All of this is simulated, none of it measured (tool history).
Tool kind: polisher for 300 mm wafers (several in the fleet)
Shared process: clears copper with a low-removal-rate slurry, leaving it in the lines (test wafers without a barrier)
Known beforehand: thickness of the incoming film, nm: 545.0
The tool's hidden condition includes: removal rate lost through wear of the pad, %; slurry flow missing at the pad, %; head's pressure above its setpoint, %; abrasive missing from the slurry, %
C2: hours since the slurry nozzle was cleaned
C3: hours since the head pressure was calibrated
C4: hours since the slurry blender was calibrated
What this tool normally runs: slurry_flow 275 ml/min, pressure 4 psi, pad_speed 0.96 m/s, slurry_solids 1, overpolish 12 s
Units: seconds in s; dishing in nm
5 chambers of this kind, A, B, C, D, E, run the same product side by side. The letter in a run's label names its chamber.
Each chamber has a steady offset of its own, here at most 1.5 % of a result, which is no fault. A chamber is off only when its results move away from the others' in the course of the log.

Run 1D, hour 8.4: usual settings; wafers polished on this pad 215; C2 249; C3 412.7; C4 146.5. Result: seconds 123.76 s, dishing 34.294 nm.
Run 2E, hour 20.9: usual settings; wafers polished on this pad 1072; C2 562.2; C3 68.1; C4 356.3. Result: seconds 125.74 s, dishing 34.58 nm.
Run 3B, hour 30.6: usual settings; wafers polished on this pad 667; C2 570.5; C3 506.7; C4 43.3. Result: seconds 125.7 s, dishing 34.117 nm.
At hour 38: chamber B: worn pad replaced by a new one.
Run 4A, hour 41: usual settings; wafers polished on this pad 951; C2 300; C3 161; C4 347. Result: seconds 126.21 s, dishing 34.828 nm.
At hour 42.8: chamber A: worn pad replaced by a new one.
Run 5C, hour 49.3: usual settings but slurry_flow 335 ml/min; wafers polished on this pad 819; C2 230.9; C3 208.9; C4 97. Result: seconds 124.3 s, dishing 34.953 nm.
At hour 55.9: chamber E: worn pad replaced by a new one.
Run 6C, hour 59.4: usual settings but slurry_flow 335 ml/min; wafers polished on this pad 866; C2 241; C3 219; C4 107.1. Result: seconds 123.74 s, dishing 36.097 nm.
Run 7E, hour 66.9: usual settings but slurry_flow 335 ml/min; wafers polished on this pad 51; C2 608.2; C3 114.1; C4 402.3. Result: seconds 124.62 s, dishing 35.668 nm.
At hour 68.2: chamber C: worn pad replaced by a new one.
Run 8A, hour 75.2: usual settings but slurry_flow 335 ml/min; wafers polished on this pad 150; C2 334.2; C3 195.2; C4 381.2. Result: seconds 125.71 s, dishing 35.61 nm.
At hour 75.6: chamber C: slurry blender recalibrated.
Run 9D, hour 81.4: usual settings but slurry_flow 335 ml/min; wafers polished on this pad 553; C2 322; C3 485.7; C4 219.5. Result: seconds 123.14 s, dishing 36.122 nm.
Run 10B, hour 93.8: usual settings; wafers polished on this pad 258; C2 633.7; C3 569.9; C4 106.5. Result: seconds 126.09 s, dishing 35.076 nm.
At hour 94.1: chamber B: slurry nozzle cleaned.
At hour 97.7: chamber D: head pressure recalibrated.
At hour 101: chamber D: worn pad replaced by a new one.
Run 11B, hour 106.5: usual settings; wafers polished on this pad 317; C2 12.4; C3 582.6; C4 119.2. Result: seconds 126.72 s, dishing 35.107 nm.
Run 12C, hour 116.4: usual settings; wafers polished on this pad 223; C2 298; C3 276; C4 40.8. Result: seconds 124.82 s, dishing 34.948 nm.
Run 13E, hour 126.4: usual settings; wafers polished on this pad 326; C2 667.7; C3 173.6; C4 461.8. Result: seconds 125.94 s, dishing 34.975 nm.
At hour 129.3: chamber B: head pressure recalibrated.
Run 14D, hour 139.3: usual settings; wafers polished on this pad 177; C2 379.9; C3 41.6; C4 277.4. Result: seconds 126.71 s, dishing 35.586 nm.
At hour 139.9: chamber C: slurry nozzle cleaned.
Run 15A, hour 149.6: usual settings; wafers polished on this pad 495; C2 408.6; C3 269.6; C4 455.6. Result: seconds 127.25 s, dishing 34.51 nm.
Run 16E, hour 161.7: usual settings but slurry_flow 315 ml/min, pad_speed 0.76 m/s; wafers polished on this pad 490; C2 703; C3 208.9; C4 497.1. Result: seconds 160.85 s, dishing 28.885 nm.
Run 17A, hour 174: usual settings but slurry_flow 315 ml/min, pad_speed 0.76 m/s; wafers polished on this pad 608; C2 433; C3 294; C4 480. Result: seconds 157.33 s, dishing 28.106 nm.
Run 18C, hour 185.4: usual settings but slurry_flow 315 ml/min, pad_speed 0.76 m/s; wafers polished on this pad 543; C2 45.5; C3 345; C4 109.8. Result: seconds 160.45 s, dishing 28.528 nm.
At hour 195.5: chamber E: slurry nozzle cleaned.
Run 19D, hour 196.5: usual settings but slurry_flow 315 ml/min, pad_speed 0.76 m/s; wafers polished on this pad 442; C2 437.1; C3 98.8; C4 334.6. Result: seconds 155.79 s, dishing 28.837 nm.
At hour 200.6: chamber C: slurry blender recalibrated.
Run 20B, hour 208.4: usual settings but slurry_flow 315 ml/min, pad_speed 0.76 m/s; wafers polished on this pad 789; C2 114.3; C3 79.1; C4 221.1. Result: seconds 158.73 s, dishing 29.259 nm.
At hour 212.1: chamber E: slurry blender recalibrated.
At hour 214.1: chamber A: slurry blender recalibrated.
Run 21C, hour 214.8: usual settings; wafers polished on this pad 679; C2 74.9; C3 374.4; C4 14.3. Result: seconds 124.32 s, dishing 34.151 nm.
At hour 217.7: chamber B: worn pad replaced by a new one.
Run 22E, hour 221.2: usual settings; wafers polished on this pad 766; C2 25.7; C3 268.4; C4 9.2. Result: seconds 129.12 s, dishing 34.712 nm.
Run 23B, hour 227.3: usual settings; wafers polished on this pad 44; C2 133.2; C3 98; C4 240. Result: seconds 123.35 s, dishing 35.813 nm.
Run 24D, hour 240.6: usual settings; wafers polished on this pad 647; C2 481.2; C3 142.9; C4 378.7. Result: seconds 128.02 s, dishing 35.009 nm.
Run 25A, hour 246.7: usual settings; wafers polished on this pad 945; C2 505.7; C3 366.7; C4 32.7. Result: seconds 127.59 s, dishing 35.805 nm.
At hour 251.6: chamber D: worn pad replaced by a new one.
Run 26C, hour 259.6: usual settings but pad_speed 0.8 m/s, slurry_solids 0.9; wafers polished on this pad 887; C2 119.7; C3 419.2; C4 59.1. Result: seconds 156.68 s, dishing 29.56 nm.
At hour 265.3: chamber A: worn pad replaced by a new one.
Run 27B, hour 265.9: usual settings but pad_speed 0.8 m/s, slurry_solids 0.9; wafers polished on this pad 223; C2 171.8; C3 136.6; C4 278.6. Result: seconds 150.59 s, dishing 29.047 nm.
Run 28D, hour 273.4: usual settings but pad_speed 0.8 m/s, slurry_solids 0.9; wafers polished on this pad 101; C2 514; C3 175.7; C4 411.5. Result: seconds 155.81 s, dishing 28.807 nm.
At hour 273.6: chamber C: worn pad replaced by a new one.
Run 29A, hour 284.3: usual settings but pad_speed 0.8 m/s, slurry_solids 0.9; wafers polished on this pad 88; C2 543.3; C3 404.3; C4 70.3. Result: seconds 156.77 s, dishing 29.852 nm.
Run 30E, hour 293.9: usual settings but pad_speed 0.8 m/s, slurry_solids 0.9; wafers polished on this pad 1103; C2 98.4; C3 341.1; C4 81.9. Result: seconds 153.56 s, dishing 28.788 nm.
Run 31E, hour 304.1: usual settings; wafers polished on this pad 1150; C2 108.6; C3 351.3; C4 92.1. Result: seconds 125.41 s, dishing 34.856 nm.
Run 32B, hour 316.7: usual settings; wafers polished on this pad 459; C2 222.6; C3 187.4; C4 329.4. Result: seconds 125.65 s, dishing 34.793 nm.
Run 33C, hour 328.9: usual settings; wafers polished on this pad 256; C2 189; C3 488.5; C4 128.4. Result: seconds 127.88 s, dishing 34.952 nm.
At hour 337.1: chamber C: slurry blender recalibrated.
Run 34D, hour 338.4: usual settings; wafers polished on this pad 402; C2 579; C3 240.7; C4 476.5. Result: seconds 130.25 s, dishing 34.59 nm.
Run 35A, hour 351.4: usual settings; wafers polished on this pad 399; C2 610.4; C3 471.4; C4 137.4. Result: seconds 125.62 s, dishing 34.846 nm.
Run 36C, hour 362.4: usual settings; wafers polished on this pad 411; C2 222.5; C3 522; C4 25.4. Result: seconds 126.37 s, dishing 34.898 nm.
Run 37A, hour 372.8: usual settings; wafers polished on this pad 498; C2 631.8; C3 492.8; C4 158.8. Result: seconds 128.44 s, dishing 34.758 nm.

Next, every chamber runs the same settings. What will each give?
Run 38A, hour 382.5: usual settings but slurry_flow 185 ml/min. Result: seconds ?, dishing ?.
Run 38B, hour 382.5: usual settings but slurry_flow 185 ml/min. Result: seconds ?, dishing ?.
Run 38C, hour 382.5: usual settings but slurry_flow 185 ml/min. Result: seconds ?, dishing ?.
Run 38D, hour 382.5: usual settings but slurry_flow 185 ml/min. Result: seconds ?, dishing ?.
Run 38E, hour 382.5: usual settings but slurry_flow 185 ml/min. Result: seconds ?, dishing ?.

run  seconds  dishing
38A   132.91   34.012
38B   131.27   33.031
38C   133.38   33.707
38D   141.58   31.665
38E   131.73   33.411
